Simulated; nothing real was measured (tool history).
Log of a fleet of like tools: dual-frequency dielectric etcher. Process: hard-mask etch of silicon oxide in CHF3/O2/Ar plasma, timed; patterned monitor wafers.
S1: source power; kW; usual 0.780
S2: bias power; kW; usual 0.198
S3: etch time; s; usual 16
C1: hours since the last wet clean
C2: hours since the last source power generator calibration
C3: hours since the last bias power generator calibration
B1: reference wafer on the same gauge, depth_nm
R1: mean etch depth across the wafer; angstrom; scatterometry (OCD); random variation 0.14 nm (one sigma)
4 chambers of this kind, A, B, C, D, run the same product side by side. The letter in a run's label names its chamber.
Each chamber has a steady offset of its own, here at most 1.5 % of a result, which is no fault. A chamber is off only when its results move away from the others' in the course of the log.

Run 1A, hour 5.8: usual settings; C1 453.2; C2 434.7; C3 2561.5; B1 36.604. Result: R1 363.81 angstrom.
Run 2B, hour 11.0: usual settings; C1 301.9; C2 652.5; C3 976.8; B1 36.638. Result: R1 356.87 angstrom.
Run 3C, hour 15.5: usual settings; C1 136.5; C2 1874.5; C3 1518.6; B1 36.603. Result: R1 366.52 angstrom.
At hour 20.0: chamber D: wet clean of the chamber.
Run 4D, hour 21.8: usual settings; C1 1.9; C2 3307.0; C3 2528.4; B1 36.592. Result: R1 362.13 angstrom.
Run 5C, hour 28.1: usual settings but S2 0.154 kW; C1 149.1; C2 1887.1; C3 1531.2; B1 36.599. Result: R1 334.93 angstrom.
Run 6D, hour 31.5: usual settings but S2 0.154 kW; C1 11.6; C2 3316.7; C3 2538.1; B1 36.620. Result: R1 336.48 angstrom.
Run 7A, hour 34.8: usual settings but S2 0.154 kW; C1 482.2; C2 463.7; C3 2590.5; B1 36.618. Result: R1 336.63 angstrom.
Run 8B, hour 38.4: usual settings but S2 0.154 kW; C1 329.3; C2 679.9; C3 1004.2; B1 36.620. Result: R1 327.83 angstrom.
Run 9C, hour 42.1: usual settings but S2 0.166 kW; C1 163.1; C2 1901.1; C3 1545.2; B1 36.626. Result: R1 342.23 angstrom.
Run 10A, hour 45.8: usual settings but S2 0.166 kW; C1 493.2; C2 474.7; C3 2601.5; B1 36.610. Result: R1 342.45 angstrom.
Run 11B, hour 50.7: usual settings but S2 0.166 kW; C1 341.6; C2 692.2; C3 1016.5; B1 36.644. Result: R1 337.98 angstrom.
Run 12D, hour 53.9: usual settings but S2 0.166 kW; C1 34.0; C2 3339.1; C3 2560.5; B1 36.565. Result: R1 342.51 angstrom.
Run 13B, hour 57.5: usual settings; C1 348.4; C2 699.0; C3 1023.3; B1 36.605. Result: R1 357.94 angstrom.
Run 14C, hour 64.0: usual settings; C1 185.0; C2 1923.0; C3 1567.1; B1 36.561. Result: R1 361.74 angstrom.
Run 15D, hour 68.8: usual settings; C1 48.9; C2 3354.0; C3 2575.4; B1 36.621. Result: R1 363.65 angstrom.
Run 16A, hour 74.3: usual settings; C1 521.7; C2 503.2; C3 2630.0; B1 36.602. Result: R1 362.10 angstrom.
Run 17D, hour 77.3: usual settings; C1 57.4; C2 3362.5; C3 2583.9; B1 36.620. Result: R1 364.00 angstrom.
Run 18A, hour 80.9: usual settings; C1 528.3; C2 509.8; C3 2636.6; B1 36.574. Result: R1 362.64 angstrom.
Run 19C, hour 84.7: usual settings; C1 205.7; C2 1943.7; C3 1587.8; B1 36.586. Result: R1 365.30 angstrom.
Run 20B, hour 91.3: usual settings; C1 382.2; C2 732.8; C3 1057.1; B1 36.577. Result: R1 357.97 angstrom.
Run 21A, hour 96.1: usual settings but S1 0.600 kW, S2 0.174 kW; C1 543.5; C2 525.0; C3 2651.8; B1 36.602. Result: R1 312.51 angstrom.
Run 22D, hour 102.5: usual settings but S1 0.600 kW, S2 0.174 kW; C1 82.6; C2 3387.7; C3 2609.1; B1 36.567. Result: R1 315.76 angstrom.
Run 23C, hour 108.0: usual settings but S1 0.600 kW, S2 0.174 kW; C1 229.0; C2 1967.0; C3 1611.1; B1 36.575. Result: R1 313.70 angstrom.
Run 24B, hour 114.1: usual settings but S1 0.600 kW, S2 0.174 kW; C1 405.0; C2 755.6; C3 1079.9; B1 36.606. Result: R1 308.96 angstrom.
Run 25D, hour 118.8: usual settings; C1 98.9; C2 3404.0; C3 2625.4; B1 36.635. Result: R1 365.02 angstrom.
Run 26B, hour 122.4: usual settings; C1 413.3; C2 763.9; C3 1088.2; B1 36.607. Result: R1 358.77 angstrom.
Run 27A, hour 126.2: usual settings; C1 573.6; C2 555.1; C3 2681.9; B1 36.626. Result: R1 363.32 angstrom.
Run 28C, hour 129.1: usual settings; C1 250.1; C2 1988.1; C3 1632.2; B1 36.553. Result: R1 365.44 angstrom.
Run 29D, hour 135.2: usual settings but S2 0.216 kW; C1 115.3; C2 3420.4; C3 2641.8; B1 36.592. Result: R1 373.73 angstrom.
Run 30B, hour 138.1: usual settings but S2 0.216 kW; C1 429.0; C2 779.6; C3 1103.9; B1 36.602. Result: R1 369.19 angstrom.
Run 31A, hour 141.3: usual settings but S2 0.216 kW; C1 588.7; C2 570.2; C3 2697.0; B1 36.597. Result: R1 376.31 angstrom.
Run 32C, hour 147.7: usual settings but S2 0.216 kW; C1 268.7; C2 2006.7; C3 1650.8; B1 36.588. Result: R1 375.13 angstrom.
Run 33C, hour 151.6: usual settings; C1 272.6; C2 2010.6; C3 1654.7; B1 36.587. Result: R1 363.19 angstrom.
Run 34A, hour 156.4: usual settings; C1 603.8; C2 585.3; C3 2712.1; B1 36.583. Result: R1 359.50 angstrom.
Run 35B, hour 160.7: usual settings; C1 451.6; C2 802.2; C3 1126.5; B1 36.645. Result: R1 356.96 angstrom.
Run 36D, hour 165.3: usual settings; C1 145.4; C2 3450.5; C3 2671.9; B1 36.587. Result: R1 363.28 angstrom.
At hour 167.1: chamber A: wet clean of the chamber.
Run 37C, hour 170.7: usual settings; C1 291.7; C2 2029.7; C3 1673.8; B1 36.559. Result: R1 364.08 angstrom.
Run 38B, hour 175.2: usual settings; C1 466.1; C2 816.7; C3 1141.0; B1 36.605. Result: R1 356.51 angstrom.
Run 39D, hour 178.7: usual settings; C1 158.8; C2 3463.9; C3 2685.3; B1 36.596. Result: R1 363.77 angstrom.
Run 40A, hour 184.5: usual settings; C1 17.5; C2 613.4; C3 2740.2; B1 36.592. Result: R1 363.60 angstrom.
Run 41D, hour 190.6: usual settings; C1 170.7; C2 3475.8; C3 2697.2; B1 36.616. Result: R1 363.22 angstrom.

Is one chamber off against the others, does the gauge drift, or is nothing wrong? If a chamber is off, say which, and what the likeliest cause is.

No chamber stands off beyond its own small offset, and the gauge holds steady.

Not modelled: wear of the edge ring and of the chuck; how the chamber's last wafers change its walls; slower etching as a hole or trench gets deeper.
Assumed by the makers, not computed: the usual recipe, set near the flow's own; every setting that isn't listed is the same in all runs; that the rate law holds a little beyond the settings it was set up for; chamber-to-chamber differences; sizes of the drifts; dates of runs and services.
